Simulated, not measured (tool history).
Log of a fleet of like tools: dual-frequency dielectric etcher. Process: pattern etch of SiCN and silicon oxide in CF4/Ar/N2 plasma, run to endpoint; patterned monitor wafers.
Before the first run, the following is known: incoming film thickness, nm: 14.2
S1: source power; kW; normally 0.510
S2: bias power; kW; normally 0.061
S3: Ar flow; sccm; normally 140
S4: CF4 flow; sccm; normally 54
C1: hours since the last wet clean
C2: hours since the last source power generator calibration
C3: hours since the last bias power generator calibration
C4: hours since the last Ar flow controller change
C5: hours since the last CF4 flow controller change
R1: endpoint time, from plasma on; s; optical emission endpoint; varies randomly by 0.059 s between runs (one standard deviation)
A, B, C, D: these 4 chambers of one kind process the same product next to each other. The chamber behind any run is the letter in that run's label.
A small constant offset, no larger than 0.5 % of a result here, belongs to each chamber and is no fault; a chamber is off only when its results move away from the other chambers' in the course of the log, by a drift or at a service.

{"run": "1D", "hour": 5.9, "S1": 0.51, "S2": 0.061, "S3": 140, "S4": 54, "C1": 294.9, "C2": 2351.7, "C3": 3510.5, "C4": 2373.7, "C5": 3644.3, "R1": 17.238}
{"run": "2C", "hour": 13.6, "S1": 0.51, "S2": 0.061, "S3": 140, "S4": 54, "C1": 55.4, "C2": 438.4, "C3": 74.3, "C4": 1634.3, "C5": 1186.0, "R1": 17.251}
{"hour": 20.2, "done": "chamber D: source power generator calibrated"}
{"run": "3A", "hour": 20.9, "S1": 0.51, "S2": 0.061, "S3": 140, "S4": 54, "C1": 322.5, "C2": 245.3, "C3": 3471.3, "C4": 5563.6, "C5": 2828.9, "R1": 17.272}
{"run": "4B", "hour": 28.6, "S1": 0.51, "S2": 0.061, "S3": 140, "S4": 54, "C1": 46.9, "C2": 1179.4, "C3": 990.8, "C4": 3874.8, "C5": 3463.8, "R1": 17.28}
{"run": "5C", "hour": 35.3, "S1": 0.51, "S2": 0.061, "S3": 140, "S4": 54, "C1": 77.1, "C2": 460.1, "C3": 96.0, "C4": 1656.0, "C5": 1207.7, "R1": 17.26}
{"run": "6A", "hour": 42.6, "S1": 0.51, "S2": 0.061, "S3": 140, "S4": 54, "C1": 344.2, "C2": 267.0, "C3": 3493.0, "C4": 5585.3, "C5": 2850.6, "R1": 17.406}
{"run": "7D", "hour": 48.6, "S1": 0.51, "S2": 0.061, "S3": 140, "S4": 54, "C1": 337.6, "C2": 28.4, "C3": 3553.2, "C4": 2416.4, "C5": 3687.0, "R1": 17.232}
{"run": "8B", "hour": 55.9, "S1": 0.51, "S2": 0.061, "S3": 140, "S4": 54, "C1": 74.2, "C2": 1206.7, "C3": 1018.1, "C4": 3902.1, "C5": 3491.1, "R1": 17.356}
{"hour": 57.7, "done": "chamber D: wet clean of the chamber"}
{"run": "9A", "hour": 63.0, "S1": 0.51, "S2": 0.061, "S3": 140, "S4": 54, "C1": 364.6, "C2": 287.4, "C3": 3513.4, "C4": 5605.7, "C5": 2871.0, "R1": 17.314}
{"run": "10B", "hour": 68.7, "S1": 0.51, "S2": 0.061, "S3": 140, "S4": 54, "C1": 87.0, "C2": 1219.5, "C3": 1030.9, "C4": 3914.9, "C5": 3503.9, "R1": 17.21}
{"run": "11C", "hour": 73.0, "S1": 0.51, "S2": 0.061, "S3": 140, "S4": 54, "C1": 114.8, "C2": 497.8, "C3": 133.7, "C4": 1693.7, "C5": 1245.4, "R1": 17.276}
{"run": "12D", "hour": 79.0, "S1": 0.51, "S2": 0.061, "S3": 140, "S4": 54, "C1": 21.4, "C2": 58.8, "C3": 3583.6, "C4": 2446.8, "C5": 3717.4, "R1": 17.302}
{"run": "13A", "hour": 85.0, "S1": 0.51, "S2": 0.061, "S3": 140, "S4": 54, "C1": 386.6, "C2": 309.4, "C3": 3535.4, "C4": 5627.7, "C5": 2893.0, "R1": 17.172}
{"run": "14B", "hour": 93.1, "S1": 0.51, "S2": 0.061, "S3": 140, "S4": 54, "C1": 111.4, "C2": 1243.9, "C3": 1055.3, "C4": 3939.3, "C5": 3528.3, "R1": 17.243}
{"run": "15D", "hour": 97.9, "S1": 0.51, "S2": 0.061, "S3": 140, "S4": 54, "C1": 40.3, "C2": 77.7, "C3": 3602.5, "C4": 2465.7, "C5": 3736.3, "R1": 17.207}
{"run": "16C", "hour": 102.1, "S1": 0.51, "S2": 0.061, "S3": 140, "S4": 54, "C1": 143.9, "C2": 526.9, "C3": 162.8, "C4": 1722.8, "C5": 1274.5, "R1": 17.128}
{"run": "17D", "hour": 107.9, "S1": 0.51, "S2": 0.061, "S3": 140, "S4": 54, "C1": 50.3, "C2": 87.7, "C3": 3612.5, "C4": 2475.7, "C5": 3746.3, "R1": 17.168}
{"run": "18C", "hour": 113.8, "S1": 0.51, "S2": 0.061, "S3": 140, "S4": 54, "C1": 155.6, "C2": 538.6, "C3": 174.5, "C4": 1734.5, "C5": 1286.2, "R1": 17.273}
{"run": "19B", "hour": 119.6, "S1": 0.51, "S2": 0.055, "S3": 140, "S4": 54, "C1": 137.9, "C2": 1270.4, "C3": 1081.8, "C4": 3965.8, "C5": 3554.8, "R1": 17.855}
{"run": "20A", "hour": 126.3, "S1": 0.51, "S2": 0.055, "S3": 140, "S4": 54, "C1": 427.9, "C2": 350.7, "C3": 3576.7, "C4": 5669.0, "C5": 2934.3, "R1": 18.105}
{"run": "21D", "hour": 131.7, "S1": 0.51, "S2": 0.055, "S3": 140, "S4": 54, "C1": 74.1, "C2": 111.5, "C3": 3636.3, "C4": 2499.5, "C5": 3770.1, "R1": 17.76}
{"run": "22C", "hour": 137.3, "S1": 0.51, "S2": 0.055, "S3": 140, "S4": 54, "C1": 179.1, "C2": 562.1, "C3": 198.0, "C4": 1758.0, "C5": 1309.7, "R1": 17.719}
{"run": "23B", "hour": 143.5, "S1": 0.51, "S2": 0.061, "S3": 140, "S4": 54, "C1": 161.8, "C2": 1294.3, "C3": 1105.7, "C4": 3989.7, "C5": 3578.7, "R1": 17.407}
{"run": "24A", "hour": 147.5, "S1": 0.51, "S2": 0.061, "S3": 140, "S4": 54, "C1": 449.1, "C2": 371.9, "C3": 3597.9, "C4": 5690.2, "C5": 2955.5, "R1": 17.542}
{"hour": 148.4, "done": "chamber D: bias power generator calibrated"}
{"run": "25A", "hour": 155.2, "S1": 0.51, "S2": 0.061, "S3": 140, "S4": 54, "C1": 456.8, "C2": 379.6, "C3": 3605.6, "C4": 5697.9, "C5": 2963.2, "R1": 17.495}
{"run": "26D", "hour": 163.3, "S1": 0.51, "S2": 0.061, "S3": 140, "S4": 54, "C1": 105.7, "C2": 143.1, "C3": 15.0, "C4": 2531.1, "C5": 3801.7, "R1": 17.193}
{"run": "27B", "hour": 170.0, "S1": 0.51, "S2": 0.061, "S3": 140, "S4": 54, "C1": 188.3, "C2": 1320.8, "C3": 1132.2, "C4": 4016.2, "C5": 3605.2, "R1": 17.251}
{"run": "28C", "hour": 175.4, "S1": 0.51, "S2": 0.061, "S3": 140, "S4": 54, "C1": 217.2, "C2": 600.2, "C3": 236.1, "C4": 1796.1, "C5": 1347.8, "R1": 17.251}
{"run": "29C", "hour": 179.9, "S1": 0.51, "S2": 0.05, "S3": 127, "S4": 54, "C1": 221.7, "C2": 604.7, "C3": 240.6, "C4": 1800.6, "C5": 1352.3, "R1": 18.205}
{"run": "30B", "hour": 186.4, "S1": 0.51, "S2": 0.05, "S3": 127, "S4": 54, "C1": 204.7, "C2": 1337.2, "C3": 1148.6, "C4": 4032.6, "C5": 3621.6, "R1": 18.183}
{"run": "31D", "hour": 192.4, "S1": 0.51, "S2": 0.05, "S3": 127, "S4": 54, "C1": 134.8, "C2": 172.2, "C3": 44.1, "C4": 2560.2, "C5": 3830.8, "R1": 18.074}
{"run": "32A", "hour": 199.5, "S1": 0.51, "S2": 0.05, "S3": 127, "S4": 54, "C1": 501.1, "C2": 423.9, "C3": 3649.9, "C4": 5742.2, "C5": 3007.5, "R1": 18.605}
{"run": "33A", "hour": 205.7, "S1": 0.51, "S2": 0.061, "S3": 140, "S4": 54, "C1": 507.3, "C2": 430.1, "C3": 3656.1, "C4": 5748.4, "C5": 3013.7, "R1": 17.815}
{"run": "34B", "hour": 210.5, "S1": 0.62, "S2": 0.053, "S3": 140, "S4": 54, "C1": 228.8, "C2": 1361.3, "C3": 1172.7, "C4": 4056.7, "C5": 3645.7, "R1": 15.29}
{"run": "35C", "hour": 214.9, "S1": 0.62, "S2": 0.053, "S3": 140, "S4": 54, "C1": 256.7, "C2": 639.7, "C3": 275.6, "C4": 1835.6, "C5": 1387.3, "R1": 15.195}

Read the log: is a single chamber off, either drifting away or since a service, is the gauge that measures every chamber drifting, or is nothing wrong beyond small per-chamber offsets? Name any odd chamber and what most likely caused it.

Little by little, chamber A moves away from the other chambers.
Likeliest cause: etch rate under this chamber's usual, % = 2.86.
It could be hard to tell apart here from: source power that arrives under what is set, %.

Here are 4 candidates for chamber A's next run, each the usual settings with a change, their results left as question marks. Which one brings its results back in line with what the others give on the usual settings?
To be in line, a result may differ from the other chambers' mean on the usual settings by at most: R1 0.210 s
{"run": "36A-1", "hour": 220.7, "S1": 0.49, "S2": 0.06, "S3": 140, "S4": 54, "R1": "?"}
{"run": "36A-2", "hour": 220.7, "S1": 0.52, "S2": 0.061, "S3": 140, "S4": 54, "R1": "?"}
{"run": "36A-3", "hour": 220.7, "S1": 0.53, "S2": 0.062, "S3": 140, "S4": 54, "R1": "?"}
{"run": "36A-4", "hour": 220.7, "S1": 0.51, "S2": 0.061, "S3": 151, "S4": 54, "R1": "?"}

The mean the other chambers reach with the usual settings: R1 17.224 s
run=36A-1 R1=18.591
run=36A-2 R1=17.560
run=36A-3 R1=17.176
run=36A-4 R1=18.104
The right change is 36A-3: it brings the chamber back within the allowed miss of the others.

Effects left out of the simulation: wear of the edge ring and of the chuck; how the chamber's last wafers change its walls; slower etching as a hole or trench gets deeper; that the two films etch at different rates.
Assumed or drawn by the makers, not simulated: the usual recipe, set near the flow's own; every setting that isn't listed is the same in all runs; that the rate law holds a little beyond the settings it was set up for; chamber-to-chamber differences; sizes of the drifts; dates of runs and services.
